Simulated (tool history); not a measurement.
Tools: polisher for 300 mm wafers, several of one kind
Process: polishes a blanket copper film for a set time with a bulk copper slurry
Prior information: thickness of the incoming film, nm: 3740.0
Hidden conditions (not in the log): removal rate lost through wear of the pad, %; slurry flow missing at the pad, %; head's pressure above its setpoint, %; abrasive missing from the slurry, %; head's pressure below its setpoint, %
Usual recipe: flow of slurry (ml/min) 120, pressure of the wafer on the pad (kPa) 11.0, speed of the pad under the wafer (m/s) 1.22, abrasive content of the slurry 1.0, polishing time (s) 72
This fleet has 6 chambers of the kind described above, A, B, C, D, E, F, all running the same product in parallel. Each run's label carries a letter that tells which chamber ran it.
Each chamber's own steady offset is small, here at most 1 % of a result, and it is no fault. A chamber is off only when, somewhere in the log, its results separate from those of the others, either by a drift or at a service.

run	hour	flow of slurry (ml/min)	pressure of the wafer on the pad (kPa)	speed of the pad under the wafer (m/s)	abrasive content of the slurry	polishing time (s)	wafers polished on this pad	hours since the slurry nozzle was cleaned	hours since the head pressure was calibrated	hours since the slurry blender was calibrated	film removed (nm)
1D	3.3	120	11.0	1.22	1.0	72	353	236.0	159.4	118.9	390.50
# hour 3.8: chamber A: worn pad replaced by a new one
2C	7.5	120	11.0	1.22	1.0	72	558	323.4	704.2	160.6	398.33
3F	10.6	120	11.0	1.22	1.0	72	991	405.5	424.0	470.9	403.42
4E	15.2	120	11.0	1.22	1.0	72	607	693.7	495.0	276.8	400.23
5A	18.4	120	11.0	1.22	1.0	72	156	219.7	568.0	145.3	399.60
# hour 19.1: chamber C: worn pad replaced by a new one
6B	23.3	120	11.0	1.22	1.0	72	598	471.6	37.9	284.9	401.98
7D	29.3	120	11.0	1.22	1.0	72	630	262.0	185.4	144.9	390.30
8B	34.8	120	11.0	1.22	1.0	72	720	483.1	49.4	296.4	394.25
9C	39.2	120	11.0	1.22	1.0	72	213	355.1	735.9	192.3	404.58
# hour 40.5: chamber F: slurry blender recalibrated
10E	44.4	120	11.0	1.22	1.0	72	918	722.9	524.2	306.0	393.82
# hour 45.8: chamber A: worn pad replaced by a new one
11A	50.3	120	8.3	1.22	0.7	72	48	251.6	599.9	177.2	277.90
# hour 50.8: chamber F: worn pad replaced by a new one
12F	55.4	120	8.3	1.22	0.7	72	49	450.3	468.8	15.0	276.78
# hour 57.1: chamber B: worn pad replaced by a new one
13D	60.7	120	8.3	1.22	0.7	72	964	293.4	216.8	176.3	273.22
14C	63.7	120	8.3	1.22	0.7	72	474	379.6	760.4	216.8	279.03
15B	69.9	120	8.3	1.22	0.7	72	136	518.2	84.5	331.5	278.59
16E	74.0	120	8.3	1.22	0.7	72	1233	752.5	553.8	335.6	276.51
# hour 74.2: chamber C: worn pad replaced by a new one
17A	78.7	120	11.0	1.22	1.0	72	350	280.0	628.3	205.6	395.57
18F	84.4	85	11.0	1.22	1.0	72	358	479.3	497.8	44.0	381.58
19F	88.7	85	11.0	1.22	1.0	72	404	483.6	502.1	48.3	362.42
# hour 88.8: chamber E: worn pad replaced by a new one
20E	94.5	85	11.0	1.22	1.0	72	61	773.0	574.3	356.1	358.65
# hour 95.5: chamber A: worn pad replaced by a new one
# hour 96.1: chamber C: slurry nozzle cleaned
21C	98.6	85	11.0	1.22	1.0	72	260	2.5	795.3	251.7	360.69
22A	103.5	85	11.0	1.22	1.0	72	85	304.8	653.1	230.4	370.88
# hour 106.4: chamber E: slurry nozzle cleaned
23D	109.3	85	11.0	1.22	1.0	72	1481	342.0	265.4	224.9	356.75
24B	113.2	120	11.0	1.22	1.0	72	597	561.5	127.8	374.8	390.91
# hour 116.7: chamber B: slurry blender recalibrated
25C	119.1	120	11.0	1.22	1.0	72	478	23.0	815.8	272.2	404.40
26B	122.8	120	11.0	1.22	1.0	72	699	571.1	137.4	6.1	397.34
27E	126.3	120	11.0	1.22	1.0	72	399	19.9	606.1	387.9	396.88
# hour 130.8: chamber E: slurry blender recalibrated
28D	132.3	120	11.0	1.22	1.0	72	1726	365.0	288.4	247.9	385.79
# hour 132.6: chamber C: worn pad replaced by a new one
29A	136.4	120	11.0	1.22	1.0	72	435	337.7	686.0	263.3	400.64
# hour 136.6: chamber A: head pressure recalibrated
# hour 137.7: chamber B: worn pad replaced by a new one
30F	139.7	120	11.0	1.22	1.0	72	946	534.6	553.1	99.3	400.38
# hour 142.8: chamber A: worn pad replaced by a new one
31C	144.1	120	11.0	1.22	1.0	72	123	48.0	840.8	297.2	396.96
32B	147.9	120	11.0	1.22	1.0	72	109	596.2	162.5	31.2	396.85
33E	152.2	120	11.0	1.22	1.0	72	675	45.8	632.0	21.4	394.37
34F	155.5	120	11.0	1.22	1.0	72	1114	550.4	568.9	115.1	397.14
# hour 159.5: chamber A: slurry nozzle cleaned
35D	160.6	120	11.0	0.94	0.8	72	2027	393.3	316.7	276.2	272.83
36A	163.8	120	11.0	0.94	0.8	72	223	4.4	27.2	290.7	295.39
37E	169.8	120	11.0	0.94	0.8	72	862	63.4	649.6	39.0	285.99
38D	175.4	120	11.0	0.94	0.8	72	2184	408.1	331.5	291.0	267.20
39F	180.3	120	11.0	0.94	0.8	72	1378	575.2	593.7	139.9	289.86
# hour 180.5: chamber A: slurry blender recalibrated
40B	183.5	120	11.0	0.94	0.8	72	488	631.8	198.1	66.8	287.46
41A	187.9	120	15.2	0.84	1.0	72	480	28.5	51.3	7.4	376.35
42C	190.7	120	15.2	0.84	1.0	72	619	94.6	887.4	343.8	370.25

Is one chamber off against the others, does the gauge drift, or is nothing wrong? If a chamber is off, say which, and what the likeliest cause is.

Chamber D drifts away from the others.
Most likely cause: removal rate lost through wear of the pad, % = 8.3.
The log might look much the same if the cause were instead: slurry flow missing at the pad, %; head's pressure below its setpoint, %; abrasive missing from the slurry, %.

Below are 4 candidate recipes for chamber D's next run, each the usual settings with a change, their results shown as question marks. Which of them brings D's results back in line with what the other chambers give on the usual settings?
In-line tolerance around the mean of the other chambers on the usual settings: film removed (nm) 19.00
43D-1	195.3	120	10.3	1.18	1.0	72					?
43D-2	195.3	120	11.0	1.32	1.0	72					?
43D-3	195.3	120	10.3	1.16	1.0	68					?
43D-4	195.3	120	11.7	1.28	1.0	76					?

Other chambers, usual settings, mean: film removed (nm) 397.05
run	film removed (nm)
43D-1	328.24
43D-2	391.52
43D-3	304.78
43D-4	425.90
With 43D-2, the chamber falls back in line with the rest.
